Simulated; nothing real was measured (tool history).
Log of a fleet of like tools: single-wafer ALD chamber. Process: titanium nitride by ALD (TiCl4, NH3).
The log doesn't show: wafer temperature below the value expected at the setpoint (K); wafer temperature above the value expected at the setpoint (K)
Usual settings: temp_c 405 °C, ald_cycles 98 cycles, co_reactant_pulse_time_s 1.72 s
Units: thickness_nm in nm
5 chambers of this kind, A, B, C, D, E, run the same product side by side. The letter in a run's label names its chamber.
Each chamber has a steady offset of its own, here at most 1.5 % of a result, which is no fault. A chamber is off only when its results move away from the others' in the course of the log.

| run | hour | temp_c | ald_cycles | co_reactant_pulse_time_s | hours since the last thermocouple change | read-back reference wafer on the same gauge, thickness_nm | thickness_nm |
|---|---|---|---|---|---|---|---|
| 1C | 13.1 | 405 | 98 | 1.72 | 1693 | 1.7814 | 2.1908 |
| 2B | 20.6 | 405 | 98 | 1.72 | 65.3 | 1.7784 | 2.1432 |
| 3A | 35.8 | 405 | 98 | 1.72 | 275 | 1.7814 | 2.2046 |
| 4E | 50 | 405 | 98 | 1.72 | 2541.4 | 1.7786 | 2.1675 |
| 5D | 59 | 405 | 98 | 1.72 | 826.9 | 1.7772 | 2.1438 |
| 6D | 67.6 | 405 | 98 | 1.72 | 835.5 | 1.782 | 2.152 |
|  | 77.3 | chamber E: thermocouple changed; heater temperature recalibrated |
| 7C | 80.9 | 405 | 98 | 1.72 | 1760.8 | 1.7781 | 2.1673 |
| 8B | 89.8 | 400 | 98 | 1.98 | 134.5 | 1.7791 | 2.1444 |
| 9A | 97.4 | 400 | 98 | 1.98 | 336.6 | 1.7807 | 2.1883 |
| 10E | 105.8 | 400 | 98 | 1.98 | 28.6 | 1.7808 | 2.1607 |
| 11A | 114.2 | 400 | 98 | 1.98 | 353.4 | 1.7802 | 2.2167 |
| 12E | 121.5 | 400 | 98 | 1.98 | 44.3 | 1.7802 | 2.1508 |
| 13B | 134 | 405 | 98 | 1.72 | 178.7 | 1.7801 | 2.1532 |
| 14C | 145.1 | 405 | 98 | 1.72 | 1825 | 1.7778 | 2.1666 |
| 15D | 155.7 | 405 | 98 | 1.72 | 923.6 | 1.7788 | 2.1682 |
| 16A | 165.5 | 405 | 98 | 1.72 | 404.7 | 1.7804 | 2.1694 |
| 17B | 175.4 | 405 | 98 | 1.72 | 220.1 | 1.779 | 2.1508 |
| 18C | 182.6 | 405 | 98 | 1.72 | 1862.5 | 1.7825 | 2.1543 |
| 19D | 194 | 405 | 98 | 2.16 | 961.9 | 1.781 | 2.1727 |
| 20E | 202.8 | 405 | 98 | 2.16 | 125.6 | 1.7783 | 2.1752 |
| 21C | 210.1 | 405 | 98 | 2.16 | 1890 | 1.7831 | 2.1785 |
| 22A | 223.9 | 405 | 98 | 2.16 | 463.1 | 1.7805 | 2.1992 |
| 23B | 238.9 | 405 | 98 | 2.16 | 283.6 | 1.7791 | 2.1718 |
| 24D | 250.3 | 405 | 98 | 1.72 | 1018.2 | 1.7786 | 2.1708 |
| 25E | 258 | 405 | 98 | 1.72 | 180.8 | 1.7821 | 2.1492 |
| 26B | 269.9 | 405 | 98 | 1.72 | 314.6 | 1.7807 | 2.1495 |
| 27E | 279.2 | 405 | 98 | 1.72 | 202 | 1.7805 | 2.1507 |
| 28C | 290.5 | 405 | 98 | 1.72 | 1970.4 | 1.78 | 2.1643 |
| 29A | 305.7 | 405 | 98 | 1.72 | 544.9 | 1.7784 | 2.1927 |
| 30D | 315.2 | 405 | 98 | 2.05 | 1083.1 | 1.7784 | 2.1821 |
| 31E | 323.6 | 405 | 98 | 2.05 | 246.4 | 1.7821 | 2.1717 |
| 32C | 333.6 | 405 | 98 | 2.05 | 2013.5 | 1.7792 | 2.1818 |
| 33D | 344.4 | 405 | 98 | 2.05 | 1112.3 | 1.7803 | 2.1652 |

Next, every chamber runs the same settings. What will each give?
| 34A | 355.7 | 405 | 98 | 1.72 |  |  | ? |
| 34B | 355.7 | 405 | 98 | 1.72 |  |  | ? |
| 34C | 355.7 | 405 | 98 | 1.72 |  |  | ? |
| 34D | 355.7 | 405 | 98 | 1.72 |  |  | ? |
| 34E | 355.7 | 405 | 98 | 1.72 |  |  | ? |

| run | thickness_nm |
|---|---|
| 34A | 2.1616 |
| 34B | 2.1368 |
| 34C | 2.1515 |
| 34D | 2.166 |
| 34E | 2.158 |
